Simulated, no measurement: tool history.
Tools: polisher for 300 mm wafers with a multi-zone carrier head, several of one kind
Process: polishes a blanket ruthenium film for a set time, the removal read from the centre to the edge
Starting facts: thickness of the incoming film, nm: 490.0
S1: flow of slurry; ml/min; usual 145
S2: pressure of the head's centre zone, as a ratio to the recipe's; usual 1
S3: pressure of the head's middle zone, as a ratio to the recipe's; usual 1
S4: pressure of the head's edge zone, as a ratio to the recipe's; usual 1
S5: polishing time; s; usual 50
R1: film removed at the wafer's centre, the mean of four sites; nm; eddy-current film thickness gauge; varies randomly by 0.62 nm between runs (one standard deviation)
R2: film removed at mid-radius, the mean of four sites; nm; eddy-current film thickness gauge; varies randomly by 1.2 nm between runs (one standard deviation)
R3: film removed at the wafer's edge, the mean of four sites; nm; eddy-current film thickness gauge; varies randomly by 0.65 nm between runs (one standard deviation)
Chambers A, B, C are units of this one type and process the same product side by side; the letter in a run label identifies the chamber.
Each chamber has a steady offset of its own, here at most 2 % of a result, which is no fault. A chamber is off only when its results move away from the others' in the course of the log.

run 1C day=0.167 | S1=145 S2=1 S3=1 S4=1 S5=50 | R1=91.291 R2=89.479 R3=88.999
-- day=0.238 chamber A: worn pad replaced by a new one
run 2A day=0.325 | S1=145 S2=1 S3=1 S4=1 S5=50 | R1=87.846 R2=87.318 R3=89.389
run 3B day=0.596 | S1=145 S2=1 S3=1 S4=1 S5=50 | R1=88.052 R2=89.319 R3=88.291
-- day=0.638 chamber B: slurry nozzle cleaned
-- day=0.696 chamber B: worn pad replaced by a new one
run 4A day=0.725 | S1=145 S2=1 S3=1 S4=1 S5=50 | R1=88.037 R2=87.995 R3=90.327
run 5B day=1.004 | S1=145 S2=1 S3=1 S4=1 S5=50 | R1=87.622 R2=89.826 R3=87.774
run 6C day=1.2 | S1=145 S2=1 S3=1 S4=1 S5=50 | R1=90.079 R2=88.272 R3=88.293
run 7A day=1.392 | S1=145 S2=1 S3=1 S4=1 S5=50 | R1=89.251 R2=87.962 R3=89.615
run 8C day=1.533 | S1=145 S2=1 S3=1 S4=1 S5=50 | R1=89.157 R2=87.045 R3=89.965
run 9B day=1.696 | S1=145 S2=1 S3=1 S4=1 S5=50 | R1=89.256 R2=87.004 R3=87.742
run 10B day=1.875 | S1=145 S2=1 S3=1 S4=1 S5=50 | R1=88.469 R2=89.344 R3=88.603
run 11A day=2.017 | S1=190 S2=1 S3=1 S4=1.05 S5=50 | R1=92.724 R2=92.156 R3=94.282
run 12C day=2.25 | S1=190 S2=1 S3=1 S4=1.05 S5=50 | R1=95.692 R2=92.355 R3=93.351
run 13A day=2.4 | S1=190 S2=1 S3=1 S4=1.05 S5=50 | R1=93.105 R2=92.458 R3=93.76
run 14B day=2.583 | S1=145 S2=1 S3=1 S4=1 S5=50 | R1=87.357 R2=88.791 R3=88.214
run 15C day=2.758 | S1=145 S2=1 S3=1 S4=1 S5=50 | R1=90.175 R2=86.253 R3=88.267
run 16A day=2.962 | S1=145 S2=1 S3=1 S4=1 S5=50 | R1=88.572 R2=90.995 R3=88.921
run 17C day=3.129 | S1=145 S2=1 S3=1 S4=1 S5=50 | R1=90.803 R2=88.914 R3=88.132
run 18B day=3.312 | S1=145 S2=1 S3=1 S4=1 S5=50 | R1=89.515 R2=86.654 R3=87.678
run 19A day=3.458 | S1=145 S2=1 S3=1 S4=1 S5=50 | R1=89.234 R2=90.605 R3=90.003
run 20B day=3.612 | S1=145 S2=1 S3=1 S4=1 S5=50 | R1=87.962 R2=88.266 R3=87.822
run 21C day=3.767 | S1=145 S2=1 S3=1 S4=1 S5=50 | R1=90.337 R2=87.668 R3=87.786
run 22B day=3.979 | S1=145 S2=1 S3=1 S4=1.07 S5=50 | R1=88.538 R2=89.108 R3=93.005
run 23C day=4.25 | S1=145 S2=1 S3=1 S4=1.07 S5=50 | R1=89.247 R2=88.59 R3=91.917
run 24A day=4.462 | S1=145 S2=1 S3=1 S4=1.07 S5=50 | R1=87.67 R2=86.634 R3=91.848
-- day=4.512 chamber C: worn pad replaced by a new one
run 25C day=4.625 | S1=145 S2=1 S3=1 S4=1 S5=50 | R1=90.569 R2=87.966 R3=89.213
run 26B day=4.812 | S1=145 S2=1 S3=1 S4=1 S5=50 | R1=88.302 R2=90.386 R3=89.085
-- day=4.925 chamber A: centre zone pressure recalibrated
-- day=4.988 chamber B: worn pad replaced by a new one
run 27A day=5.025 | S1=145 S2=1 S3=1 S4=1 S5=50 | R1=82.923 R2=87.741 R3=89.385
run 28A day=5.3 | S1=145 S2=0.93 S3=1 S4=1 S5=50 | R1=78.216 R2=87.456 R3=88.502
-- day=5.492 chamber A: worn pad replaced by a new one
run 29B day=5.571 | S1=145 S2=0.93 S3=1 S4=1 S5=50 | R1=81.418 R2=91.44 R3=89.371
run 30C day=5.783 | S1=145 S2=0.93 S3=1 S4=1 S5=50 | R1=82.846 R2=88.921 R3=88.854
run 31B day=5.962 | S1=145 S2=1 S3=1 S4=1 S5=50 | R1=88.711 R2=90.937 R3=89.412
run 32C day=6.142 | S1=145 S2=1 S3=1 S4=1 S5=50 | R1=89.739 R2=87.287 R3=90.815
-- day=6.312 chamber A: slurry nozzle cleaned
run 33A day=6.358 | S1=145 S2=1 S3=1 S4=1 S5=50 | R1=84.252 R2=88.605 R3=89.51
run 34C day=6.592 | S1=145 S2=1 S3=1 S4=1 S5=50 | R1=90.805 R2=88.367 R3=88.425
run 35B day=6.717 | S1=145 S2=1 S3=1 S4=1 S5=50 | R1=88.429 R2=88.504 R3=88.617
run 36A day=6.85 | S1=145 S2=1 S3=1 S4=1 S5=50 | R1=84.25 R2=87.406 R3=89.644
run 37C day=7.117 | S1=175 S2=1 S3=1 S4=1.09 S5=50 | R1=93.989 R2=90.326 R3=95.294
run 38A day=7.346 | S1=175 S2=1 S3=1 S4=1.09 S5=50 | R1=87.368 R2=92.404 R3=96.013
run 39B day=7.554 | S1=175 S2=1 S3=1 S4=1.09 S5=50 | R1=90.85 R2=94.175 R3=95.853
run 40A day=7.683 | S1=145 S2=1 S3=1 S4=1 S5=50 | R1=83.679 R2=89.936 R3=89.73
run 41C day=7.962 | S1=145 S2=1 S3=1.11 S4=1 S5=57 | R1=103.33 R2=112.07 R3=102.23
run 42B day=8.2 | S1=145 S2=1 S3=1.11 S4=1 S5=57 | R1=99.302 R2=113.78 R3=101.17

Next, all 3 chambers run the settings below, one line each with question marks for the results. What does each chamber give?
run 43A day=8.404 | S1=145 S2=1 S3=1 S4=1 S5=50 | R1=? R2=? R3=?
run 43B day=8.404 | S1=145 S2=1 S3=1 S4=1 S5=50 | R1=? R2=? R3=?
run 43C day=8.404 | S1=145 S2=1 S3=1 S4=1 S5=50 | R1=? R2=? R3=?

run=43A R1=83.036 R2=88.162 R3=89.187
run=43B R1=87.932 R2=91.052 R3=89.954
run=43C R1=90.661 R2=88.559 R3=88.272

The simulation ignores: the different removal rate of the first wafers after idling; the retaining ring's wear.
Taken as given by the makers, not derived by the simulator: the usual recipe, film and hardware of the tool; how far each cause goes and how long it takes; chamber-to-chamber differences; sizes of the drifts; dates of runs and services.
